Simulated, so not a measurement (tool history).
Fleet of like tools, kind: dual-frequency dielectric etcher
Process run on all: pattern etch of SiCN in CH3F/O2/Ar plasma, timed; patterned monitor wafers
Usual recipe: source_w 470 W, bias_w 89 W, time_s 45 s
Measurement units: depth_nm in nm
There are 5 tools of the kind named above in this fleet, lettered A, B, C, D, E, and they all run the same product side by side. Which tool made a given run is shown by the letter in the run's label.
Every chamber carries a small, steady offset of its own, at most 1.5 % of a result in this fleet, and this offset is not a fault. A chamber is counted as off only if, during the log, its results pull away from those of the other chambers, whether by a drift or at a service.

run,hour,source_w,bias_w,time_s,hours since the last wet clean,hours since the last source power generator calibration,hours since the last bias power generator calibration,"read-back reference wafer on the same gauge, depth_nm",depth_nm
1A,6,470,89,45,312.6,1081.8,217.3,16.102,19.09
2B,11.1,470,89,45,374.5,1844.5,2858.3,16.103,19.442
3D,16.7,470,89,45,150.1,2872.7,2692.5,16.108,19.199
4E,21,470,89,45,413.3,544.9,1722.8,16.111,19.481
5C,25.5,470,89,45,145.9,1464,4069,16.111,19.399
6C,30.6,470,89,45,151,1469.1,4074.1,16.114,19.424
7B,34.8,470,89,45,398.2,1868.2,2882,16.116,19.495
# hour 35.2: chamber C: bias power generator calibrated
8D,38.8,520,89,45,172.2,2894.8,2714.6,16.119,19.942
# hour 42.1: chamber A: wet clean of the chamber
9A,43,520,89,45,1,1118.8,254.3,16.123,19.879
10E,47.9,520,89,45,440.2,571.8,1749.7,16.12,20.233
11E,52.5,520,89,45,444.8,576.4,1754.3,16.125,20.288
12B,56.2,520,89,45,419.6,1889.6,2903.4,16.124,20.211
13C,62.4,470,89,45,182.8,1500.9,27.2,16.132,19.415
14D,65.6,470,89,45,199,2921.6,2741.4,16.132,19.216
15A,68.4,470,89,45,26.4,1144.2,279.7,16.131,19.191
16E,73.4,470,89,45,465.7,597.3,1775.2,16.136,19.507
17A,76.5,470,89,45,34.5,1152.3,287.8,16.14,19.225
18D,80.9,470,89,45,214.3,2936.9,2756.7,16.149,19.285
19C,84.4,470,89,45,204.8,1522.9,49.2,16.141,19.403
20B,91,470,104,45,454.4,1924.4,2938.2,16.146,20.643
21D,94.4,470,104,45,227.8,2950.4,2770.2,16.15,20.405
22B,98.5,470,104,45,461.9,1931.9,2945.7,16.143,20.682
23E,104.6,470,104,45,496.9,628.5,1806.4,16.154,20.675
24C,109.1,470,104,45,229.5,1547.6,73.9,16.148,20.705
25A,114.6,470,89,45,72.6,1190.4,325.9,16.154,19.156
26B,120,470,89,45,483.4,1953.4,2967.2,16.157,19.497
27D,123.9,470,89,45,257.3,2979.9,2799.7,16.16,19.239
28E,130.3,470,89,45,522.6,654.2,1832.1,16.158,19.543
29A,135.4,470,89,45,93.4,1211.2,346.7,16.166,19.146
30C,138.8,470,89,45,259.2,1577.3,103.6,16.166,19.543
31C,144.2,470,89,36,264.6,1582.7,109,16.163,15.55
32A,149.6,470,89,36,107.6,1225.4,360.9,16.175,15.363
33B,155.7,470,89,36,519.1,1989.1,3002.9,16.174,15.612
34E,159.9,470,89,36,552.2,683.8,1861.7,16.177,15.614
35D,165.1,470,89,36,298.5,3021.1,2840.9,16.179,15.439
# hour 166.6: chamber E: wet clean of the chamber
36A,168.2,470,89,45,126.2,1244,379.5,16.187,19.205
37D,172.8,570,89,45,306.2,3028.8,2848.6,16.184,20.774
38E,178.2,570,89,45,11.6,702.1,1880,16.183,21.002

Read the log: is a single chamber off, either drifting away or since a service, is the gauge that measures every chamber drifting, or is nothing wrong beyond small per-chamber offsets? Name any odd chamber and what most likely caused it.

It is the gauge, not a chamber: its drift shows up in every chamber's results at once, and no chamber is off.
Likeliest cause: gauge reads high (%) = 0.547.

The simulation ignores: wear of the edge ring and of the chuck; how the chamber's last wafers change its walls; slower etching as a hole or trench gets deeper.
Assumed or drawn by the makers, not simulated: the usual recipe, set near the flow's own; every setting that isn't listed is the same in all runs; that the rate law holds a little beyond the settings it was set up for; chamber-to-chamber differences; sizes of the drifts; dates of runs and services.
